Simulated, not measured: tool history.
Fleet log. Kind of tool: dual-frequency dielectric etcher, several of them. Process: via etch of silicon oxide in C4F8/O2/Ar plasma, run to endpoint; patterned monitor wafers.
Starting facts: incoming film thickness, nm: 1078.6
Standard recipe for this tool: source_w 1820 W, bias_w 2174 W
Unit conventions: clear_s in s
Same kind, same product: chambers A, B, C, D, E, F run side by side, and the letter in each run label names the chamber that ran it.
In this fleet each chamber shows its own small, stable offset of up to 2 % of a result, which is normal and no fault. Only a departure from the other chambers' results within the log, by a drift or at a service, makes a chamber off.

run,day,source_w,bias_w,clear_s
1C,0.488,1820,2174,214.19
2A,0.762,1820,2174,210.26
3F,1.183,1820,2174,214.5
# day 1.45: chamber D: bias power generator calibrated
4D,1.483,1820,2174,214.05
# day 1.729: chamber E: wet clean of the chamber
5E,1.912,1820,2174,215.74
6B,2.225,1820,2174,216.92
7C,2.679,2050,2174,206.71
8A,2.975,2050,2174,204.59
9F,3.429,2050,2174,202.6
10D,3.879,2050,2174,204.71
11E,4.196,2050,2174,205.53
12B,4.417,2050,2174,206.97
13A,4.721,1820,2174,211.44
14C,4.967,2260,2174,194.3
15D,5.45,2260,2174,199.8
16E,5.725,2260,2174,198.47
17B,6.196,2260,2174,201.51
18F,6.521,2260,2174,197.73
19B,6.954,2260,2174,199.4
# day 7.238: chamber B: wet clean of the chamber
20E,7.4,1820,2174,218.52
21D,7.796,1820,2174,214.27
22A,8.158,1820,2174,210.42
23C,8.612,2150,2174,194.82
24F,9.038,2150,2174,200.07
25D,9.504,2150,2174,203.66
26C,9.896,2150,2174,193.7
27E,10.158,2150,2174,200.13
28B,10.621,2150,2174,202.71
29A,10.946,1820,2174,213.19
30F,11.267,1820,2174,212.5
31E,11.525,1820,2174,216.38
32F,11.883,1820,2174,214.28
33A,12.296,1820,2174,212.52
# day 12.7: chamber D: wet clean of the chamber
34D,12.754,1820,2174,214.75
35B,13,1820,2174,214.33
36C,13.421,1820,2174,205.55
37C,13.788,1820,2174,205.59
38E,14.092,1820,2174,217.36

Predict what each chamber gives when all 6 of them run the settings below next.
39A,14.446,1820,2174,?
39B,14.446,1820,2174,?
39C,14.446,1820,2174,?
39D,14.446,1820,2174,?
39E,14.446,1820,2174,?
39F,14.446,1820,2174,?

run,clear_s
39A,211.79
39B,216.1
39C,203.04
39D,215.02
39E,214.42
39F,212.38

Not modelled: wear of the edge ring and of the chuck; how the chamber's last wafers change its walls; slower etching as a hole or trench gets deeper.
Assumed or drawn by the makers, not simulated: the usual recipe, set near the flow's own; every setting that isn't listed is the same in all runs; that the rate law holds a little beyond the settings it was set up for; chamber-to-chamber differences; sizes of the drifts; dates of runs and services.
